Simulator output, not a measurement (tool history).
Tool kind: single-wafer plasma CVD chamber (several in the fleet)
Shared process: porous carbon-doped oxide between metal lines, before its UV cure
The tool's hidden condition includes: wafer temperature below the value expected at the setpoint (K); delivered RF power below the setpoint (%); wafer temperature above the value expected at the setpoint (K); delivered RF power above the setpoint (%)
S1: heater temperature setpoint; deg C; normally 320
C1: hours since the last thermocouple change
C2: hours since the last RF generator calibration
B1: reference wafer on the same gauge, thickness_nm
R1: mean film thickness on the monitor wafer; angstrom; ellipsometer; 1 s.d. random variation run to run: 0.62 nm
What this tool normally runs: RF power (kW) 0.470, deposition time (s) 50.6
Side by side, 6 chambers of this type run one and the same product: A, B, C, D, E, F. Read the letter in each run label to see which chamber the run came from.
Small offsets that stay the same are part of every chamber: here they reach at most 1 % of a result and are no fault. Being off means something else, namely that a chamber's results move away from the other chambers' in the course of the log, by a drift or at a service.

{"run": "1F", "day": 0.562, "S1": 320, "RF power (kW)": 0.47, "deposition time (s)": 50.6, "C1": 514.9, "C2": 477.5, "B1": 222.96, "R1": 2322.3}
{"run": "2E", "day": 0.971, "S1": 320, "RF power (kW)": 0.47, "deposition time (s)": 50.6, "C1": 650.7, "C2": 208.3, "B1": 222.9, "R1": 2329.8}
{"day": 1.112, "done": "chamber D: RF generator calibrated"}
{"run": "3B", "day": 1.325, "S1": 320, "RF power (kW)": 0.47, "deposition time (s)": 50.6, "C1": 702.2, "C2": 1501.4, "B1": 222.89, "R1": 2310.1}
{"run": "4A", "day": 1.746, "S1": 320, "RF power (kW)": 0.47, "deposition time (s)": 50.6, "C1": 2758.9, "C2": 2386.7, "B1": 223.15, "R1": 2304.4}
{"day": 1.783, "done": "chamber A: RF generator calibrated"}
{"run": "5D", "day": 2.35, "S1": 320, "RF power (kW)": 0.47, "deposition time (s)": 50.6, "C1": 527.5, "C2": 29.8, "B1": 222.92, "R1": 2320.8}
{"run": "6C", "day": 2.838, "S1": 320, "RF power (kW)": 0.47, "deposition time (s)": 50.6, "C1": 524.8, "C2": 1622.1, "B1": 222.96, "R1": 2325.5}
{"run": "7B", "day": 3.358, "S1": 320, "RF power (kW)": 0.47, "deposition time (s)": 50.6, "C1": 751.0, "C2": 1550.2, "B1": 223.03, "R1": 2300.2}
{"run": "8F", "day": 3.979, "S1": 320, "RF power (kW)": 0.47, "deposition time (s)": 50.6, "C1": 596.9, "C2": 559.5, "B1": 222.99, "R1": 2321.2}
{"run": "9E", "day": 4.55, "S1": 320, "RF power (kW)": 0.47, "deposition time (s)": 50.6, "C1": 736.6, "C2": 294.2, "B1": 222.85, "R1": 2320.7}
{"day": 4.85, "done": "chamber B: RF generator calibrated"}
{"run": "10D", "day": 4.888, "S1": 320, "RF power (kW)": 0.47, "deposition time (s)": 50.6, "C1": 588.4, "C2": 90.7, "B1": 222.91, "R1": 2328.7}
{"run": "11A", "day": 5.238, "S1": 320, "RF power (kW)": 0.47, "deposition time (s)": 50.6, "C1": 2842.7, "C2": 83.0, "B1": 222.99, "R1": 2312.6}
{"run": "12C", "day": 5.783, "S1": 320, "RF power (kW)": 0.47, "deposition time (s)": 50.6, "C1": 595.5, "C2": 1692.8, "B1": 223.17, "R1": 2335.1}
{"run": "13C", "day": 6.162, "S1": 320, "RF power (kW)": 0.47, "deposition time (s)": 47.4, "C1": 604.6, "C2": 1701.9, "B1": 223.05, "R1": 2197.6}
{"run": "14B", "day": 6.7, "S1": 320, "RF power (kW)": 0.47, "deposition time (s)": 47.4, "C1": 831.2, "C2": 44.4, "B1": 222.9, "R1": 2167.1}
{"run": "15F", "day": 7.283, "S1": 320, "RF power (kW)": 0.47, "deposition time (s)": 47.4, "C1": 676.2, "C2": 638.8, "B1": 223.03, "R1": 2174.9}
{"run": "16D", "day": 7.658, "S1": 320, "RF power (kW)": 0.47, "deposition time (s)": 47.4, "C1": 654.9, "C2": 157.2, "B1": 223.05, "R1": 2186.4}
{"day": 8.138, "done": "chamber A: thermocouple changed; heater temperature recalibrated"}
{"run": "17E", "day": 8.233, "S1": 320, "RF power (kW)": 0.47, "deposition time (s)": 47.4, "C1": 825.0, "C2": 382.6, "B1": 222.95, "R1": 2186.5}
{"run": "18A", "day": 8.6, "S1": 320, "RF power (kW)": 0.47, "deposition time (s)": 47.4, "C1": 11.1, "C2": 163.7, "B1": 222.85, "R1": 2204.6}
{"run": "19C", "day": 8.875, "S1": 320, "RF power (kW)": 0.47, "deposition time (s)": 50.6, "C1": 669.7, "C2": 1767.0, "B1": 223.03, "R1": 2332.3}
{"day": 9.188, "done": "chamber E: thermocouple changed; heater temperature recalibrated"}
{"run": "20D", "day": 9.188, "S1": 320, "RF power (kW)": 0.47, "deposition time (s)": 50.6, "C1": 691.6, "C2": 193.9, "B1": 222.89, "R1": 2332.3}
{"run": "21B", "day": 9.592, "S1": 333, "RF power (kW)": 0.5, "deposition time (s)": 50.6, "C1": 900.6, "C2": 113.8, "B1": 223.13, "R1": 2259.1}
{"run": "22E", "day": 9.983, "S1": 333, "RF power (kW)": 0.5, "deposition time (s)": 50.6, "C1": 19.1, "C2": 424.6, "B1": 223.16, "R1": 2276.8}
{"run": "23A", "day": 10.438, "S1": 333, "RF power (kW)": 0.5, "deposition time (s)": 50.6, "C1": 55.2, "C2": 207.8, "B1": 223.1, "R1": 2303.6}
{"run": "24F", "day": 11.054, "S1": 333, "RF power (kW)": 0.5, "deposition time (s)": 50.6, "C1": 766.7, "C2": 729.3, "B1": 222.92, "R1": 2278.9}
{"run": "25E", "day": 11.471, "S1": 333, "RF power (kW)": 0.5, "deposition time (s)": 50.6, "C1": 54.8, "C2": 460.3, "B1": 222.79, "R1": 2276.9}
{"run": "26F", "day": 11.904, "S1": 333, "RF power (kW)": 0.5, "deposition time (s)": 50.6, "C1": 787.1, "C2": 749.7, "B1": 223.02, "R1": 2278.2}
{"run": "27D", "day": 12.183, "S1": 320, "RF power (kW)": 0.47, "deposition time (s)": 50.6, "C1": 763.5, "C2": 265.8, "B1": 222.96, "R1": 2321.0}
{"run": "28A", "day": 12.667, "S1": 334, "RF power (kW)": 0.47, "deposition time (s)": 50.6, "C1": 108.7, "C2": 261.3, "B1": 222.97, "R1": 2202.5}
{"run": "29B", "day": 12.946, "S1": 334, "RF power (kW)": 0.47, "deposition time (s)": 50.6, "C1": 981.1, "C2": 194.3, "B1": 222.95, "R1": 2158.0}
{"run": "30C", "day": 13.567, "S1": 334, "RF power (kW)": 0.47, "deposition time (s)": 50.6, "C1": 782.3, "C2": 1879.6, "B1": 223.1, "R1": 2185.4}
{"run": "31B", "day": 14.129, "S1": 334, "RF power (kW)": 0.47, "deposition time (s)": 50.6, "C1": 1009.5, "C2": 222.7, "B1": 223.07, "R1": 2156.2}
{"run": "32A", "day": 14.675, "S1": 334, "RF power (kW)": 0.47, "deposition time (s)": 50.6, "C1": 156.9, "C2": 309.5, "B1": 223.1, "R1": 2197.7}
{"run": "33D", "day": 14.996, "S1": 334, "RF power (kW)": 0.47, "deposition time (s)": 50.6, "C1": 831.0, "C2": 333.3, "B1": 223.05, "R1": 2173.5}
{"run": "34F", "day": 15.483, "S1": 320, "RF power (kW)": 0.47, "deposition time (s)": 50.6, "C1": 873.0, "C2": 835.6, "B1": 223.02, "R1": 2325.0}
{"run": "35E", "day": 15.988, "S1": 320, "RF power (kW)": 0.47, "deposition time (s)": 50.6, "C1": 163.2, "C2": 568.7, "B1": 223.06, "R1": 2322.8}
{"run": "36C", "day": 16.467, "S1": 331, "RF power (kW)": 0.39, "deposition time (s)": 50.6, "C1": 851.9, "C2": 1949.2, "B1": 222.92, "R1": 1911.9}
{"run": "37E", "day": 16.783, "S1": 331, "RF power (kW)": 0.39, "deposition time (s)": 50.6, "C1": 182.3, "C2": 587.8, "B1": 222.99, "R1": 1902.8}
{"day": 17.067, "done": "chamber C: RF generator calibrated"}
{"run": "38A", "day": 17.112, "S1": 331, "RF power (kW)": 0.39, "deposition time (s)": 50.6, "C1": 215.4, "C2": 368.0, "B1": 223.04, "R1": 1948.1}
{"run": "39F", "day": 17.733, "S1": 331, "RF power (kW)": 0.39, "deposition time (s)": 50.6, "C1": 927.0, "C2": 889.6, "B1": 222.87, "R1": 1913.3}
{"run": "40D", "day": 18.117, "S1": 331, "RF power (kW)": 0.39, "deposition time (s)": 50.6, "C1": 905.9, "C2": 408.2, "B1": 222.97, "R1": 1915.0}
{"run": "41C", "day": 18.612, "S1": 331, "RF power (kW)": 0.39, "deposition time (s)": 50.6, "C1": 903.4, "C2": 37.2, "B1": 222.94, "R1": 1913.8}

Next, every chamber runs the same settings. What will each give?
{"run": "42A", "day": 19.062, "S1": 320, "RF power (kW)": 0.47, "deposition time (s)": 56.0, "R1": "?"}
{"run": "42B", "day": 19.062, "S1": 320, "RF power (kW)": 0.47, "deposition time (s)": 56.0, "R1": "?"}
{"run": "42C", "day": 19.062, "S1": 320, "RF power (kW)": 0.47, "deposition time (s)": 56.0, "R1": "?"}
{"run": "42D", "day": 19.062, "S1": 320, "RF power (kW)": 0.47, "deposition time (s)": 56.0, "R1": "?"}
{"run": "42E", "day": 19.062, "S1": 320, "RF power (kW)": 0.47, "deposition time (s)": 56.0, "R1": "?"}
{"run": "42F", "day": 19.062, "S1": 320, "RF power (kW)": 0.47, "deposition time (s)": 56.0, "R1": "?"}

run=42A R1=2600.9
run=42B R1=2547.5
run=42C R1=2583.2
run=42D R1=2578.1
run=42E R1=2560.7
run=42F R1=2571.3
